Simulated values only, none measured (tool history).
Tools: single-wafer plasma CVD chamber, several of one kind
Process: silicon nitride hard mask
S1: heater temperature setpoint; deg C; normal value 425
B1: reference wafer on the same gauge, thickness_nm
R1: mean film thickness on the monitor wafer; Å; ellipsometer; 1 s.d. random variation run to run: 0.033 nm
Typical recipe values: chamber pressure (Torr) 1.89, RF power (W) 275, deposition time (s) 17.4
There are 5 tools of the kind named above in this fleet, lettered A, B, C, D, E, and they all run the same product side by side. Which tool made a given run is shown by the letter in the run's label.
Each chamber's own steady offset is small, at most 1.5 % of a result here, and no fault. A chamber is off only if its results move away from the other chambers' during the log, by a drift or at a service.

{"run": "1B", "day": 0.112, "S1": 425, "chamber pressure (Torr)": 1.89, "RF power (W)": 275, "deposition time (s)": 17.4, "B1": 18.895, "R1": 196.96}
{"run": "2D", "day": 0.296, "S1": 425, "chamber pressure (Torr)": 1.89, "RF power (W)": 275, "deposition time (s)": 17.4, "B1": 18.894, "R1": 197.45}
{"run": "3C", "day": 0.471, "S1": 425, "chamber pressure (Torr)": 1.89, "RF power (W)": 275, "deposition time (s)": 17.4, "B1": 18.881, "R1": 197.68}
{"run": "4E", "day": 0.654, "S1": 425, "chamber pressure (Torr)": 1.89, "RF power (W)": 275, "deposition time (s)": 17.4, "B1": 18.88, "R1": 196.15}
{"run": "5A", "day": 0.825, "S1": 425, "chamber pressure (Torr)": 2.11, "RF power (W)": 295, "deposition time (s)": 17.4, "B1": 18.882, "R1": 214.85}
{"run": "6E", "day": 0.979, "S1": 425, "chamber pressure (Torr)": 2.11, "RF power (W)": 295, "deposition time (s)": 17.4, "B1": 18.879, "R1": 211.81}
{"run": "7C", "day": 1.142, "S1": 425, "chamber pressure (Torr)": 2.11, "RF power (W)": 295, "deposition time (s)": 17.4, "B1": 18.881, "R1": 213.04}
{"run": "8D", "day": 1.317, "S1": 425, "chamber pressure (Torr)": 2.11, "RF power (W)": 295, "deposition time (s)": 17.4, "B1": 18.88, "R1": 213.31}
{"run": "9A", "day": 1.475, "S1": 425, "chamber pressure (Torr)": 2.11, "RF power (W)": 295, "deposition time (s)": 17.4, "B1": 18.878, "R1": 214.99}
{"run": "10B", "day": 1.621, "S1": 425, "chamber pressure (Torr)": 1.89, "RF power (W)": 275, "deposition time (s)": 17.4, "B1": 18.877, "R1": 196.91}
{"run": "11A", "day": 1.775, "S1": 425, "chamber pressure (Torr)": 1.89, "RF power (W)": 275, "deposition time (s)": 17.4, "B1": 18.864, "R1": 198.41}
{"run": "12B", "day": 1.925, "S1": 425, "chamber pressure (Torr)": 1.89, "RF power (W)": 275, "deposition time (s)": 17.4, "B1": 18.86, "R1": 196.18}
{"run": "13D", "day": 2.033, "S1": 425, "chamber pressure (Torr)": 1.89, "RF power (W)": 275, "deposition time (s)": 17.4, "B1": 18.862, "R1": 196.69}
{"run": "14C", "day": 2.15, "S1": 425, "chamber pressure (Torr)": 1.89, "RF power (W)": 275, "deposition time (s)": 17.4, "B1": 18.865, "R1": 197.04}
{"run": "15E", "day": 2.271, "S1": 425, "chamber pressure (Torr)": 1.89, "RF power (W)": 275, "deposition time (s)": 17.4, "B1": 18.855, "R1": 195.56}
{"run": "16B", "day": 2.421, "S1": 425, "chamber pressure (Torr)": 1.89, "RF power (W)": 275, "deposition time (s)": 17.4, "B1": 18.853, "R1": 196.78}
{"run": "17C", "day": 2.521, "S1": 425, "chamber pressure (Torr)": 1.89, "RF power (W)": 275, "deposition time (s)": 17.4, "B1": 18.851, "R1": 196.72}
{"run": "18A", "day": 2.638, "S1": 425, "chamber pressure (Torr)": 1.89, "RF power (W)": 275, "deposition time (s)": 17.4, "B1": 18.845, "R1": 198.49}
{"run": "19D", "day": 2.812, "S1": 425, "chamber pressure (Torr)": 1.89, "RF power (W)": 275, "deposition time (s)": 17.4, "B1": 18.848, "R1": 197.35}
{"run": "20E", "day": 2.992, "S1": 425, "chamber pressure (Torr)": 1.89, "RF power (W)": 275, "deposition time (s)": 17.4, "B1": 18.833, "R1": 195.4}
{"run": "21E", "day": 3.183, "S1": 425, "chamber pressure (Torr)": 1.89, "RF power (W)": 275, "deposition time (s)": 17.4, "B1": 18.835, "R1": 195.24}
{"run": "22D", "day": 3.362, "S1": 425, "chamber pressure (Torr)": 1.89, "RF power (W)": 275, "deposition time (s)": 17.4, "B1": 18.831, "R1": 197.78}
{"run": "23B", "day": 3.554, "S1": 425, "chamber pressure (Torr)": 1.89, "RF power (W)": 275, "deposition time (s)": 17.4, "B1": 18.836, "R1": 196.96}
{"run": "24C", "day": 3.671, "S1": 425, "chamber pressure (Torr)": 1.89, "RF power (W)": 275, "deposition time (s)": 17.4, "B1": 18.822, "R1": 197.01}
{"day": 3.762, "done": "chamber E: thermocouple changed; heater temperature recalibrated"}
{"run": "25A", "day": 3.867, "S1": 425, "chamber pressure (Torr)": 1.89, "RF power (W)": 275, "deposition time (s)": 17.4, "B1": 18.827, "R1": 198.43}
{"run": "26D", "day": 4.012, "S1": 425, "chamber pressure (Torr)": 1.89, "RF power (W)": 275, "deposition time (s)": 17.4, "B1": 18.821, "R1": 197}
{"run": "27A", "day": 4.104, "S1": 425, "chamber pressure (Torr)": 1.89, "RF power (W)": 305, "deposition time (s)": 14.9, "B1": 18.816, "R1": 182.07}
{"run": "28E", "day": 4.229, "S1": 425, "chamber pressure (Torr)": 1.89, "RF power (W)": 305, "deposition time (s)": 14.9, "B1": 18.818, "R1": 179.85}
{"run": "29C", "day": 4.4, "S1": 425, "chamber pressure (Torr)": 1.89, "RF power (W)": 305, "deposition time (s)": 14.9, "B1": 18.812, "R1": 180.62}
{"run": "30B", "day": 4.546, "S1": 425, "chamber pressure (Torr)": 1.89, "RF power (W)": 305, "deposition time (s)": 14.9, "B1": 18.815, "R1": 179.9}
{"run": "31E", "day": 4.733, "S1": 425, "chamber pressure (Torr)": 1.89, "RF power (W)": 305, "deposition time (s)": 14.9, "B1": 18.807, "R1": 178.6}
{"run": "32B", "day": 4.921, "S1": 425, "chamber pressure (Torr)": 1.89, "RF power (W)": 275, "deposition time (s)": 17.4, "B1": 18.807, "R1": 195.56}
{"run": "33A", "day": 5.071, "S1": 425, "chamber pressure (Torr)": 1.89, "RF power (W)": 275, "deposition time (s)": 17.4, "B1": 18.797, "R1": 197.46}
{"run": "34D", "day": 5.208, "S1": 425, "chamber pressure (Torr)": 1.89, "RF power (W)": 275, "deposition time (s)": 17.4, "B1": 18.799, "R1": 196.46}
{"run": "35C", "day": 5.329, "S1": 425, "chamber pressure (Torr)": 1.89, "RF power (W)": 275, "deposition time (s)": 17.4, "B1": 18.803, "R1": 196.14}
{"run": "36A", "day": 5.425, "S1": 425, "chamber pressure (Torr)": 1.89, "RF power (W)": 275, "deposition time (s)": 17.4, "B1": 18.794, "R1": 197.45}
{"run": "37E", "day": 5.612, "S1": 425, "chamber pressure (Torr)": 1.89, "RF power (W)": 275, "deposition time (s)": 17.4, "B1": 18.782, "R1": 195.3}
{"run": "38C", "day": 5.754, "S1": 425, "chamber pressure (Torr)": 1.43, "RF power (W)": 275, "deposition time (s)": 19.4, "B1": 18.783, "R1": 201.67}
{"run": "39D", "day": 5.925, "S1": 425, "chamber pressure (Torr)": 1.43, "RF power (W)": 275, "deposition time (s)": 19.4, "B1": 18.784, "R1": 202.67}
{"run": "40B", "day": 6.067, "S1": 425, "chamber pressure (Torr)": 1.43, "RF power (W)": 275, "deposition time (s)": 19.4, "B1": 18.789, "R1": 201.03}
{"run": "41A", "day": 6.175, "S1": 425, "chamber pressure (Torr)": 1.43, "RF power (W)": 275, "deposition time (s)": 19.4, "B1": 18.773, "R1": 203.01}
{"run": "42D", "day": 6.288, "S1": 425, "chamber pressure (Torr)": 1.43, "RF power (W)": 275, "deposition time (s)": 19.4, "B1": 18.786, "R1": 202.64}
{"run": "43C", "day": 6.392, "S1": 425, "chamber pressure (Torr)": 1.89, "RF power (W)": 275, "deposition time (s)": 17.4, "B1": 18.774, "R1": 196.57}
{"run": "44B", "day": 6.483, "S1": 438, "chamber pressure (Torr)": 1.89, "RF power (W)": 275, "deposition time (s)": 17.4, "B1": 18.771, "R1": 194.33}

All 5 chambers run these settings next. Forecast each chamber's results:
{"run": "45A", "day": 6.625, "S1": 425, "chamber pressure (Torr)": 1.89, "RF power (W)": 275, "deposition time (s)": 17.4, "R1": "?"}
{"run": "45B", "day": 6.625, "S1": 425, "chamber pressure (Torr)": 1.89, "RF power (W)": 275, "deposition time (s)": 17.4, "R1": "?"}
{"run": "45C", "day": 6.625, "S1": 425, "chamber pressure (Torr)": 1.89, "RF power (W)": 275, "deposition time (s)": 17.4, "R1": "?"}
{"run": "45D", "day": 6.625, "S1": 425, "chamber pressure (Torr)": 1.89, "RF power (W)": 275, "deposition time (s)": 17.4, "R1": "?"}
{"run": "45E", "day": 6.625, "S1": 425, "chamber pressure (Torr)": 1.89, "RF power (W)": 275, "deposition time (s)": 17.4, "R1": "?"}

run=45A R1=197.37
run=45B R1=195.56
run=45C R1=195.89
run=45D R1=196.61
run=45E R1=194.6
